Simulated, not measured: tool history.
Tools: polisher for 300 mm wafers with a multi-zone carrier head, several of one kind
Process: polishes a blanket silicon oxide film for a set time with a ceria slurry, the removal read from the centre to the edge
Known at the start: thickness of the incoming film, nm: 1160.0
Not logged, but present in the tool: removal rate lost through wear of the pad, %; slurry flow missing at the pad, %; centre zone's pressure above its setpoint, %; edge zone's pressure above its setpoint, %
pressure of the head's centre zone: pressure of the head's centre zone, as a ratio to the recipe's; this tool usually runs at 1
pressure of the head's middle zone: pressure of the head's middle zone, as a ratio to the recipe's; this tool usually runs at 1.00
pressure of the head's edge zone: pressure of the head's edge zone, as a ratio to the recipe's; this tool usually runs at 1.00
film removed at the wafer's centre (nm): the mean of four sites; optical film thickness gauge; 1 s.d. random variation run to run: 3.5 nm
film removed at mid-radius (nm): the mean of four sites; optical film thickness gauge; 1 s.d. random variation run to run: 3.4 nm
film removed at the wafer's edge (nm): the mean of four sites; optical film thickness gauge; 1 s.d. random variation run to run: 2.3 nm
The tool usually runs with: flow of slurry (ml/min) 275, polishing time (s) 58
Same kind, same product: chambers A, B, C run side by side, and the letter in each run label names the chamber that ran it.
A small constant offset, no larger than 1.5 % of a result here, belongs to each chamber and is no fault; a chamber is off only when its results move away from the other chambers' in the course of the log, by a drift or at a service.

run	hour	flow of slurry (ml/min)	pressure of the head's centre zone	pressure of the head's middle zone	pressure of the head's edge zone	polishing time (s)	wafers polished on this pad	hours since the slurry nozzle was cleaned	hours since the centre zone pressure was calibrated	hours since the edge zone pressure was calibrated	film removed at the wafer's centre (nm)	film removed at mid-radius (nm)	film removed at the wafer's edge (nm)
# hour 9.5: chamber B: edge zone pressure recalibrated
1A	9.8	275	1	1.00	1.00	58	685	310.3	213.8	1002.9	342.37	331.74	340.29
2B	18.4	275	1	1.00	1.00	58	904	227.3	409.7	9.0	336.30	337.39	333.30
3C	28.4	275	1	1.00	1.00	58	1452	179.8	1378.1	410.1	332.42	333.96	334.97
4A	40.8	275	1	1.00	1.00	58	900	341.3	244.8	1033.9	339.36	334.87	336.97
5B	54.5	275	1	0.94	0.96	58	1154	263.4	445.8	45.1	330.68	319.22	330.82
# hour 54.6: chamber C: worn pad replaced by a new one
6C	63.3	275	1	0.94	0.96	58	60	214.7	1413.0	445.0	327.29	318.13	324.89
7A	70.8	275	1	0.94	0.96	58	1108	371.3	274.8	1063.9	340.60	321.56	329.64
8C	81.8	275	1	1.00	1.00	58	188	233.2	1431.5	463.5	335.37	345.16	336.46
9B	90.7	275	1	1.00	1.00	58	1404	299.6	482.0	81.3	332.50	330.62	336.79
10A	103.0	275	1	1.00	1.00	58	1331	403.5	307.0	1096.1	332.23	336.15	330.00
# hour 107.6: chamber C: centre zone pressure recalibrated
# hour 108.3: chamber B: worn pad replaced by a new one
11C	112.5	275	1	1.00	1.00	58	401	263.9	5.0	494.2	327.47	342.80	336.30
# hour 114.5: chamber C: slurry nozzle cleaned
12B	122.8	275	1	1.10	1.00	58	100	331.7	514.1	113.4	331.61	363.07	340.60
13C	136.3	275	1	1.10	1.00	58	566	21.9	28.8	518.0	334.10	372.79	334.98
14A	147.5	275	1	1.10	1.00	58	1639	448.0	351.5	1140.6	334.26	358.19	329.22
15B	161.3	275	1	1.00	1.00	58	367	370.2	552.6	151.9	337.20	331.68	340.31
16B	172.6	275	1	1.00	1.00	58	445	381.5	563.9	163.2	335.07	336.11	339.04
17C	180.6	275	1	1.00	1.00	58	872	66.2	73.1	562.3	327.19	337.30	336.66
18A	193.9	275	1	1.00	1.00	58	1960	494.4	397.9	1187.0	327.76	328.82	324.19
19C	201.0	275	1	1.00	1.00	58	1014	86.6	93.5	582.7	330.80	342.59	339.46
20B	213.9	275	1	1.00	1.00	58	731	422.8	605.2	204.5	332.38	328.85	339.73
21A	222.5	275	1	1.00	1.00	58	2158	523.0	426.5	1215.6	323.93	325.76	320.82
# hour 225.6: chamber B: slurry nozzle cleaned
22B	237.6	275	1	1.00	1.00	58	895	12.0	628.9	228.2	336.17	337.38	341.26
# hour 242.5: chamber C: worn pad replaced by a new one
23A	246.0	275	1	1.00	1.00	58	2321	546.5	450.0	1239.1	326.70	324.00	321.82
24C	253.5	275	1	1.00	1.00	58	76	139.1	146.0	635.2	333.18	343.65	334.81
# hour 261.5: chamber A: slurry nozzle cleaned
25A	264.5	275	1	1.00	1.00	58	2449	3.1	468.5	1257.6	318.82	325.87	322.01
26C	276.8	275	1	1.00	1.00	58	238	162.4	169.3	658.5	330.28	339.93	339.34
27B	291.3	275	1	1.00	1.00	58	1267	65.7	682.6	281.9	334.93	340.30	341.64
# hour 300.5: chamber B: worn pad replaced by a new one
28B	300.7	275	1	1.00	1.00	58	1	75.1	692.0	291.3	337.98	336.76	340.18

What goes on in this fleet: one chamber off, a drifting gauge, or nothing beyond the chambers' own small offsets? Name the chamber and the cause, if any.

Little by little, chamber A moves away from the other chambers.
Likeliest cause: removal rate lost through wear of the pad, % = 5.89.

Here are 4 candidates for chamber A's next run, each the usual settings with a change, their results left as question marks. Which one brings its results back in line with what the others give on the usual settings?
In-line tolerance around the mean of the other chambers on the usual settings: film removed at the wafer's centre (nm) 12.00; film removed at mid-radius (nm) 12.00; film removed at the wafer's edge (nm) 8.00
29A-1	311.4	275	1.01	1.00	0.99	54					?	?	?
29A-2	311.4	275	0.99	1.00	1.01	62					?	?	?
29A-3	311.4	275	1.00	1.00	1.00	59					?	?	?
29A-4	311.4	275	1.00	1.00	1.00	57					?	?	?

What the other chambers average on the usual settings: film removed at the wafer's centre (nm) 334.90; film removed at mid-radius (nm) 336.48; film removed at the wafer's edge (nm) 337.85
run	film removed at the wafer's centre (nm)	film removed at mid-radius (nm)	film removed at the wafer's edge (nm)
29A-1	302.01	293.65	293.07
29A-2	339.18	337.19	340.04
29A-3	326.37	320.86	321.90
29A-4	315.30	309.98	310.99
The right change is 29A-2: it brings the chamber back within the allowed miss of the others.

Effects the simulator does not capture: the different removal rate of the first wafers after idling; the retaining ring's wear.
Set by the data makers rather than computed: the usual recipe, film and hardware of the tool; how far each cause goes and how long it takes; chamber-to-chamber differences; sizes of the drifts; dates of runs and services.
